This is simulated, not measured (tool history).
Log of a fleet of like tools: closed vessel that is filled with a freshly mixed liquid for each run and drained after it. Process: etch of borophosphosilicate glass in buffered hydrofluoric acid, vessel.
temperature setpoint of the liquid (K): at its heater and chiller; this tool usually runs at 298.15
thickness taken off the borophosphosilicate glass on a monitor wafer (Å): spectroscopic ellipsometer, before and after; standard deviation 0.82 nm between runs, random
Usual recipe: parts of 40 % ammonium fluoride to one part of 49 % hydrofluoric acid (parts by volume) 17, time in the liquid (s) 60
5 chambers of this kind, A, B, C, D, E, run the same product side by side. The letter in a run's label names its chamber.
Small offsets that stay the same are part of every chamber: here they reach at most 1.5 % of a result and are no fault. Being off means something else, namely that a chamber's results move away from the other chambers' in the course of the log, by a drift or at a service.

run	hour	temperature setpoint of the liquid (K)	parts of 40 % ammonium fluoride to one part of 49 % hydrofluoric acid (parts by volume)	time in the liquid (s)	hours since the thermometer was replaced	hours since the hydrofluoric acid flow meter was replaced	read-back film thickness of the borophosphosilicate glass reference wafer, read on the same gauge (nm)	thickness taken off the borophosphosilicate glass on a monitor wafer (Å)
1D	8.1	298.15	17	60	155.2	493.7	69.985	843.84
2E	14.0	298.15	17	60	695.5	427.8	69.997	858.93
3A	19.1	298.15	17	60	688.0	411.0	69.995	840.33
4B	26.5	298.15	17	60	961.0	761.0	70.011	843.04
5C	35.1	298.15	17	60	1323.1	634.9	70.030	838.43
6C	42.9	300.15	11	60	1330.9	642.7	70.012	1427.10
7A	52.1	300.15	11	60	721.0	444.0	70.000	1475.80
8E	57.1	300.15	11	60	738.6	470.9	69.972	1416.50
9D	61.7	300.15	11	60	208.8	547.3	70.016	1444.80
10B	71.1	300.15	11	60	1005.6	805.6	70.032	1463.70
11C	77.4	298.15	17	60	1365.4	677.2	69.984	830.76
12B	84.2	298.15	17	60	1018.7	818.7	69.989	840.33
13D	92.3	298.15	17	60	239.4	577.9	70.017	820.47
14E	101.3	298.15	17	60	782.8	515.1	70.029	839.86
15A	108.4	298.15	17	60	777.3	500.3	70.002	836.01
16D	112.7	298.15	17	60	259.8	598.3	70.013	835.41
17B	119.9	298.15	17	60	1054.4	854.4	70.040	838.02
18E	127.4	298.15	17	60	808.9	541.2	70.018	846.25
19A	134.7	298.15	17	60	803.6	526.6	69.992	820.35
20C	140.9	298.15	17	60	1428.9	740.7	69.998	866.60
21A	150.2	298.15	17	75	819.1	542.1	70.009	1047.90
# hour 151.5: chamber A: thermometer replaced
22E	159.5	298.15	17	75	841.0	573.3	70.005	1060.30
23B	164.9	298.15	17	75	1099.4	899.4	70.012	1047.50
# hour 169.6: chamber A: hydrofluoric acid flow meter replaced
24C	172.5	298.15	17	75	1460.5	772.3	69.989	1043.80
25D	179.7	298.15	17	75	326.8	665.3	70.006	1018.80
26A	184.2	296.15	17	90	32.8	14.6	70.031	1133.10
27C	191.4	296.15	17	90	1479.4	791.2	70.009	1131.40
28D	200.6	296.15	17	90	347.7	686.2	70.027	1119.80
29E	206.9	296.15	17	90	888.4	620.7	70.039	1157.30
30B	211.0	296.15	17	90	1145.5	945.5	69.989	1129.30
31A	217.5	298.15	17	60	66.1	47.9	70.021	836.03
32D	222.8	298.15	17	60	369.9	708.4	70.024	822.36
33C	227.4	298.15	17	60	1515.4	827.2	70.042	839.79
34E	235.3	298.15	17	60	916.8	649.1	69.975	856.07

What goes on in this fleet: one chamber off, a drifting gauge, or nothing beyond the chambers' own small offsets? Name the chamber and the cause, if any.

The fleet is healthy, with each chamber sitting at its usual small offset and no drift in the gauge.
